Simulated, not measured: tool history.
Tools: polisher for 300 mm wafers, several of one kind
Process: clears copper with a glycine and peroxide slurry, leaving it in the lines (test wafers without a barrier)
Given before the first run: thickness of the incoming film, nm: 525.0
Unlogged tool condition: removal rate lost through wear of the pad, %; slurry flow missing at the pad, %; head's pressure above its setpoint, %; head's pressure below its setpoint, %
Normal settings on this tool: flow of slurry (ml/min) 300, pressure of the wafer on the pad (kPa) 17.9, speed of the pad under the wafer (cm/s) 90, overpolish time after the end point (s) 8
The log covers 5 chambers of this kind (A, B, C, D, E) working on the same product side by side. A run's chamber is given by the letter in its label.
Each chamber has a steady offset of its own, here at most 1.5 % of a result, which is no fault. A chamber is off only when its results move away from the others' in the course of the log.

run,hour,flow of slurry (ml/min),pressure of the wafer on the pad (kPa),speed of the pad under the wafer (cm/s),overpolish time after the end point (s),wafers polished on this pad,hours since the slurry nozzle was cleaned,hours since the head pressure was calibrated,time until the end point was called (s),dishing of a wide line in a test structure (Å)
# hour 5.9: chamber C: worn pad replaced by a new one
1B,6.5,300,17.9,90,8,97,42.8,100.9,123.23,257.78
2D,15.1,300,17.9,90,8,329,402.6,590.5,118.03,257.1
3C,20.1,300,17.9,90,8,140,374.4,663.2,120.69,257.48
4E,27.8,300,17.9,90,8,594,427.1,345,119.72,260.17
5A,34.3,300,17.9,90,8,727,439.3,923.2,116.52,257.66
# hour 38.5: chamber E: worn pad replaced by a new one
6A,40.2,300,17.9,90,8,786,445.2,929.1,119.2,257.2
# hour 45.5: chamber D: worn pad replaced by a new one
7C,47.8,300,17.9,90,8,415,402.1,690.9,120.01,257.2
8E,54.2,300,17.9,90,8,156,453.5,371.4,119.67,256.75
9B,60,300,17.9,90,8,628,96.3,154.4,119.42,263.65
# hour 65.6: chamber A: head pressure recalibrated
10D,70.2,300,17.9,90,8,245,457.7,645.6,114.93,261.42
11D,77,300,17.9,90,8,313,464.5,652.4,116.74,257.39
# hour 77.4: chamber B: worn pad replaced by a new one
12C,84.4,300,17.9,90,8,778,438.7,727.5,120.29,255.57
13E,92.9,300,17.9,90,8,540,492.2,410.1,121.04,261.35
# hour 96.5: chamber A: worn pad replaced by a new one
14B,99.2,300,17.9,90,8,217,135.5,193.6,120.31,253.57
# hour 106.7: chamber D: worn pad replaced by a new one
# hour 107.1: chamber C: worn pad replaced by a new one
15A,107.8,300,17.9,90,8,112,512.8,42.2,115.34,258.29
# hour 109.2: chamber C: head pressure recalibrated
16B,112.6,300,17.9,90,8,350,148.9,207,120.01,252.51
# hour 113.9: chamber E: worn pad replaced by a new one
17C,121.7,300,17.9,90,8,144,476,12.6,119.95,260.78
18D,126.6,300,17.9,90,8,198,514.1,702,119.2,255.03
19E,137.3,300,17.9,90,8,232,536.6,454.5,118.07,261.91
20A,144.9,300,17.9,90,8,480,549.9,79.3,118.51,254.1
# hour 148.5: chamber B: worn pad replaced by a new one
21E,155.1,300,17.9,90,8,409,554.4,472.3,120.3,258.89
22D,164.4,300,17.9,90,8,572,551.9,739.8,115.43,258.66
23C,171.9,300,17.9,90,8,642,526.2,62.8,121.78,255
# hour 173.9: chamber D: worn pad replaced by a new one
# hour 177.7: chamber E: worn pad replaced by a new one
24B,178.9,300,17.9,90,8,301,215.2,273.3,120.01,253.01
25A,187.4,300,21.4,90,8,901,592.4,121.8,103.26,298.51
# hour 195.8: chamber D: slurry nozzle cleaned
# hour 196.8: chamber E: slurry nozzle cleaned
26B,197.2,300,21.4,90,8,483,233.5,291.6,102.41,294.91
# hour 198.7: chamber C: worn pad replaced by a new one
27D,202.4,300,21.4,90,8,283,6.7,777.8,102.59,294.19
28E,209.7,300,21.4,90,8,318,13,526.9,105.27,298.13
# hour 217.4: chamber A: slurry nozzle cleaned
29A,219,300,21.4,90,8,1215,1.6,153.4,104.93,297.46
30C,224.7,300,17.9,108,8,258,579,115.6,103.07,293.41
31E,232.6,300,17.9,108,8,545,35.9,549.8,102.13,289.32
# hour 237.7: chamber D: worn pad replaced by a new one
# hour 241.6: chamber A: worn pad replaced by a new one
32D,242.4,300,17.9,108,8,46,46.7,817.8,102.01,294.85
# hour 242.9: chamber B: worn pad replaced by a new one
33C,248.5,300,17.9,108,8,494,602.8,139.4,104.55,296.5
34A,254.9,300,17.9,108,8,132,37.5,189.3,103.05,295.42
35B,260.4,300,17.9,90,8,173,296.7,354.8,116.59,257.44

Predict what each chamber gives when all 5 of them run the settings below next.
36A,268.3,300,17.9,90,8,,,,?,?
36B,268.3,300,17.9,90,8,,,,?,?
36C,268.3,300,17.9,90,8,,,,?,?
36D,268.3,300,17.9,90,8,,,,?,?
36E,268.3,300,17.9,90,8,,,,?,?

run,time until the end point was called (s),dishing of a wide line in a test structure (Å)
36A,116.91,255.29
36B,122,257.9
36C,119.45,256.23
36D,116.88,262.06
36E,121.87,259.37

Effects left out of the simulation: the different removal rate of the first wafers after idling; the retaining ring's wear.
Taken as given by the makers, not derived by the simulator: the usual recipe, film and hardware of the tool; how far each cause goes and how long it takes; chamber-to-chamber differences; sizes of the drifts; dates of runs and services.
